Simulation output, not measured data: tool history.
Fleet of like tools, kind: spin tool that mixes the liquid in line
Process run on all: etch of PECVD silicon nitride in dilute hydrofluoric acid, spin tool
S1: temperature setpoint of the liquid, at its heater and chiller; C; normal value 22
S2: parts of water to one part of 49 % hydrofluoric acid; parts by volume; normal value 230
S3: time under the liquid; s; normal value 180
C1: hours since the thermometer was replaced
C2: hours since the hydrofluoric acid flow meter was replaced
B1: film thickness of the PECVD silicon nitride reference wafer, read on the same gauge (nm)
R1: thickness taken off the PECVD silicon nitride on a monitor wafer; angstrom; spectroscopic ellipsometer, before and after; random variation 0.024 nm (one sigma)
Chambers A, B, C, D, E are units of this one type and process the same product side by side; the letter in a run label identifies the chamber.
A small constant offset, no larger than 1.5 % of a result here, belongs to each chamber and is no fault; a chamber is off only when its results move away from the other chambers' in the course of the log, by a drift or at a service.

Run 1B, hour 5: usual settings; C1 164.2; C2 1052.4; B1 90.03. Result: R1 39.124 angstrom.
Run 2E, hour 11.4: usual settings; C1 393.7; C2 104.4; B1 89.986. Result: R1 39.769 angstrom.
Run 3D, hour 20.8: usual settings; C1 1098.6; C2 194.5; B1 89.969. Result: R1 39.394 angstrom.
Run 4C, hour 27: usual settings; C1 1407.1; C2 88.4; B1 90.009. Result: R1 40.348 angstrom.
Run 5A, hour 37.1: usual settings; C1 639.1; C2 1326; B1 90.049. Result: R1 40.119 angstrom.
Run 6D, hour 47: usual settings; C1 1124.8; C2 220.7; B1 89.95. Result: R1 39.095 angstrom.
Run 7B, hour 54.5: usual settings; C1 213.7; C2 1101.9; B1 89.983. Result: R1 39.023 angstrom.
Run 8A, hour 61.7: usual settings; C1 663.7; C2 1350.6; B1 89.997. Result: R1 39.924 angstrom.
Run 9E, hour 67.5: usual settings; C1 449.8; C2 160.5; B1 89.972. Result: R1 40.259 angstrom.
Run 10C, hour 72.1: usual settings but S1 24 C; C1 1452.2; C2 133.5; B1 90.015. Result: R1 45.487 angstrom.
Run 11C, hour 80.8: usual settings but S1 24 C; C1 1460.9; C2 142.2; B1 89.967. Result: R1 45.01 angstrom.
Run 12B, hour 87.4: usual settings but S1 24 C; C1 246.6; C2 1134.8; B1 90.012. Result: R1 43.594 angstrom.
Run 13E, hour 93.6: usual settings but S1 24 C; C1 475.9; C2 186.6; B1 90.005. Result: R1 46.095 angstrom.
Run 14D, hour 100.7: usual settings but S1 24 C; C1 1178.5; C2 274.4; B1 89.996. Result: R1 45.437 angstrom.
Run 15A, hour 106.1: usual settings; C1 708.1; C2 1395; B1 89.987. Result: R1 39.509 angstrom.
Run 16C, hour 111.9: usual settings; C1 1492; C2 173.3; B1 90.024. Result: R1 39.821 angstrom.
Run 17D, hour 119: usual settings; C1 1196.8; C2 292.7; B1 90.009. Result: R1 39.022 angstrom.
Run 18E, hour 125: usual settings; C1 507.3; C2 218; B1 90.012. Result: R1 39.969 angstrom.
Run 19A, hour 131.9: usual settings; C1 733.9; C2 1420.8; B1 89.992. Result: R1 39.528 angstrom.
Run 20B, hour 141.4: usual settings but S1 25 C, S2 290 parts by volume; C1 300.6; C2 1188.8; B1 89.977. Result: R1 36.153 angstrom.
Run 21A, hour 147: usual settings but S1 25 C, S2 290 parts by volume; C1 749; C2 1435.9; B1 89.96. Result: R1 38.354 angstrom.
Run 22C, hour 152.3: usual settings but S1 25 C, S2 290 parts by volume; C1 1532.4; C2 213.7; B1 89.981. Result: R1 38.775 angstrom.
Run 23B, hour 158.1: usual settings but S1 25 C, S2 290 parts by volume; C1 317.3; C2 1205.5; B1 89.996. Result: R1 36.097 angstrom.
Run 24E, hour 166.6: usual settings but S1 25 C, S2 290 parts by volume; C1 548.9; C2 259.6; B1 89.994. Result: R1 38.405 angstrom.
Run 25D, hour 171.5: usual settings; C1 1249.3; C2 345.2; B1 89.967. Result: R1 39.976 angstrom.
Run 26B, hour 177.2: usual settings; C1 336.4; C2 1224.6; B1 89.979. Result: R1 37.096 angstrom.
Run 27D, hour 187.3: usual settings; C1 1265.1; C2 361; B1 90.02. Result: R1 39.524 angstrom.
Run 28A, hour 195.7: usual settings; C1 797.7; C2 1484.6; B1 90.009. Result: R1 39.599 angstrom.
Run 29C, hour 204: usual settings; C1 1584.1; C2 265.4; B1 90.026. Result: R1 40.214 angstrom.
Run 30E, hour 210.4: usual settings; C1 592.7; C2 303.4; B1 89.977. Result: R1 39.498 angstrom.
Run 31D, hour 219.5: usual settings; C1 1297.3; C2 393.2; B1 90.003. Result: R1 39.438 angstrom.
Run 32E, hour 225.4: usual settings; C1 607.7; C2 318.4; B1 90.022. Result: R1 39.856 angstrom.
Run 33C, hour 230.2: usual settings; C1 1610.3; C2 291.6; B1 89.983. Result: R1 39.894 angstrom.

Predict what each chamber gives when all 5 of them run the settings below next.
Run 34A, hour 237.4: usual settings but S3 145 s. Result: R1 ?.
Run 34B, hour 237.4: usual settings but S3 145 s. Result: R1 ?.
Run 34C, hour 237.4: usual settings but S3 145 s. Result: R1 ?.
Run 34D, hour 237.4: usual settings but S3 145 s. Result: R1 ?.
Run 34E, hour 237.4: usual settings but S3 145 s. Result: R1 ?.

run      R1
34A  31.887
34B  29.663
34C  32.229
34D  31.333
34E  32.131

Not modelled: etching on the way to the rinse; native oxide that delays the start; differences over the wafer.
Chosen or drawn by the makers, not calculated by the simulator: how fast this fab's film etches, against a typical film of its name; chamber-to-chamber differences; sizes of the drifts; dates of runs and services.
